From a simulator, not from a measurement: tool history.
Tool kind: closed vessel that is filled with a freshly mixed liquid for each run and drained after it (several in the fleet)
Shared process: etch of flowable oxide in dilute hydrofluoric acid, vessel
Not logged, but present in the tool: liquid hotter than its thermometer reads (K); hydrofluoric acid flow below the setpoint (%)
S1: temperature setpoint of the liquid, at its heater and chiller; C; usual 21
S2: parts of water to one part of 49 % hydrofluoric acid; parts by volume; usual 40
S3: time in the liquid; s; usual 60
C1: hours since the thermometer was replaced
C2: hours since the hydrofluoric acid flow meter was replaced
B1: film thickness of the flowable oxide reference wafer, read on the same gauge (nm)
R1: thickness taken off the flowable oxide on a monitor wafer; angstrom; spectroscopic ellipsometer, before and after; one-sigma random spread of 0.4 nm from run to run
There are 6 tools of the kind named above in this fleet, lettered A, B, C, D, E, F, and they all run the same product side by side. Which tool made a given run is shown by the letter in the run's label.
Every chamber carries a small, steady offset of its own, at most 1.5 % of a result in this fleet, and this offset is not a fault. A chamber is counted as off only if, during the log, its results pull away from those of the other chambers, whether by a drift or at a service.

run 1F hour=9.1 | S1=21 S2=40 S3=60 | C1=1199 C2=1305.3 | B1=49.979 | R1=630.95
run 2E hour=20.2 | S1=21 S2=40 S3=60 | C1=1749.2 C2=759.6 | B1=50.031 | R1=619.69
run 3D hour=32.7 | S1=21 S2=40 S3=60 | C1=1058.2 C2=757.3 | B1=49.994 | R1=624.2
run 4B hour=45.5 | S1=21 S2=40 S3=60 | C1=905.8 C2=610.6 | B1=49.959 | R1=620.61
run 5C hour=57.9 | S1=21 S2=40 S3=60 | C1=336 C2=288.4 | B1=50.003 | R1=618.19
run 6A hour=69 | S1=21 S2=40 S3=60 | C1=339.9 C2=911.5 | B1=49.992 | R1=625.21
run 7F hour=83.5 | S1=21 S2=25 S3=60 | C1=1273.4 C2=1379.7 | B1=50.011 | R1=1027.3
run 8E hour=96.8 | S1=21 S2=25 S3=60 | C1=1825.8 C2=836.2 | B1=50.01 | R1=1014.3
run 9C hour=110.9 | S1=21 S2=25 S3=60 | C1=389 C2=341.4 | B1=50.033 | R1=1016.1
run 10B hour=120.3 | S1=21 S2=25 S3=60 | C1=980.6 C2=685.4 | B1=49.992 | R1=999.33
run 11D hour=127.1 | S1=21 S2=25 S3=60 | C1=1152.6 C2=851.7 | B1=49.999 | R1=1022.2
run 12A hour=139 | S1=21 S2=25 S3=60 | C1=409.9 C2=981.5 | B1=49.972 | R1=1048.1
run 13F hour=150.4 | S1=21 S2=55 S3=60 | C1=1340.3 C2=1446.6 | B1=49.997 | R1=447.7
-- hour=151.8 chamber F: hydrofluoric acid flow meter replaced
-- hour=154.7 chamber D: hydrofluoric acid flow meter replaced
run 14E hour=161.9 | S1=21 S2=55 S3=60 | C1=1890.9 C2=901.3 | B1=49.996 | R1=445.29
-- hour=164 chamber E: hydrofluoric acid flow meter replaced
run 15B hour=173.4 | S1=21 S2=55 S3=60 | C1=1033.7 C2=738.5 | B1=50.007 | R1=429.46
run 16C hour=182.6 | S1=21 S2=55 S3=60 | C1=460.7 C2=413.1 | B1=50.023 | R1=445.82
run 17A hour=195.8 | S1=21 S2=55 S3=60 | C1=466.7 C2=1038.3 | B1=49.992 | R1=447.84
run 18D hour=203 | S1=21 S2=55 S3=60 | C1=1228.5 C2=48.4 | B1=50.012 | R1=446.35
run 19D hour=210.7 | S1=21 S2=40 S3=60 | C1=1236.2 C2=56.1 | B1=49.998 | R1=627.88
run 20B hour=225.5 | S1=21 S2=40 S3=60 | C1=1085.8 C2=790.6 | B1=50.023 | R1=599.49
run 21A hour=239.4 | S1=21 S2=55 S3=60 | C1=510.3 C2=1081.9 | B1=50.013 | R1=452.26
run 22F hour=252.9 | S1=21 S2=55 S3=60 | C1=1442.8 C2=101.1 | B1=50.016 | R1=449.09
run 23C hour=261.5 | S1=21 S2=55 S3=60 | C1=539.6 C2=492 | B1=50.029 | R1=447.71
run 24E hour=272.3 | S1=21 S2=55 S3=60 | C1=2001.3 C2=108.3 | B1=50.002 | R1=452.86
run 25F hour=284.3 | S1=21 S2=55 S3=60 | C1=1474.2 C2=132.5 | B1=49.98 | R1=445.53
run 26B hour=298.9 | S1=21 S2=55 S3=60 | C1=1159.2 C2=864 | B1=50.03 | R1=419.61
run 27D hour=312.5 | S1=21 S2=40 S3=60 | C1=1338 C2=157.9 | B1=50.048 | R1=630.68
run 28A hour=319.5 | S1=23.5 S2=40 S3=85 | C1=590.4 C2=1162 | B1=49.989 | R1=998.86
run 29C hour=326 | S1=23.5 S2=40 S3=85 | C1=604.1 C2=556.5 | B1=50.034 | R1=986.66
run 30E hour=333.4 | S1=23.5 S2=40 S3=85 | C1=2062.4 C2=169.4 | B1=50.002 | R1=987.27
run 31E hour=345.2 | S1=23.5 S2=40 S3=85 | C1=2074.2 C2=181.2 | B1=50.036 | R1=990.46
run 32D hour=353.5 | S1=23.5 S2=40 S3=85 | C1=1379 C2=198.9 | B1=50 | R1=973.65
run 33C hour=363.1 | S1=23.5 S2=40 S3=85 | C1=641.2 C2=593.6 | B1=49.985 | R1=974.78
run 34F hour=375.1 | S1=21 S2=40 S3=60 | C1=1565 C2=223.3 | B1=50.053 | R1=626.58
run 35A hour=387.5 | S1=21 S2=40 S3=60 | C1=658.4 C2=1230 | B1=49.959 | R1=629.7
run 36B hour=398.7 | S1=21 S2=40 S3=60 | C1=1259 C2=963.8 | B1=50.01 | R1=579.19
run 37F hour=409.1 | S1=21 S2=40 S3=60 | C1=1599 C2=257.3 | B1=49.965 | R1=630.91
run 38C hour=422.8 | S1=21 S2=40 S3=60 | C1=700.9 C2=653.3 | B1=49.986 | R1=624.16

One chamber off, gauge drift, or nothing amiss beyond the chambers' own small offsets? If it is a chamber, which one, and what is the likeliest cause?

Little by little, chamber B moves away from the other chambers.
Cause: hydrofluoric acid flow below the setpoint (%) = 7.99.
Not necessarily distinguishable in this log from: liquid colder than its thermometer reads (K).

Here are 4 candidates for chamber B's next run, each the usual settings with a change, their results left as question marks. Which one brings its results back in line with what the others give on the usual settings?
In line means no further than this from the other chambers' mean on the usual settings: R1 14 angstrom
run 39B-1 hour=433.5 | S1=21 S2=40 S3=55 | R1=?
run 39B-2 hour=433.5 | S1=20.5 S2=45 S3=60 | R1=?
run 39B-3 hour=433.5 | S1=21.5 S2=40 S3=65 | R1=?
run 39B-4 hour=433.5 | S1=24.5 S2=40 S3=60 | R1=?

Other chambers, usual settings, mean: R1 628.19 angstrom
run=39B-1 R1=526.33
run=39B-2 R1=495.55
run=39B-3 R1=635.04
run=39B-4 R1=663.96
39B-3 brings the chamber back in line.

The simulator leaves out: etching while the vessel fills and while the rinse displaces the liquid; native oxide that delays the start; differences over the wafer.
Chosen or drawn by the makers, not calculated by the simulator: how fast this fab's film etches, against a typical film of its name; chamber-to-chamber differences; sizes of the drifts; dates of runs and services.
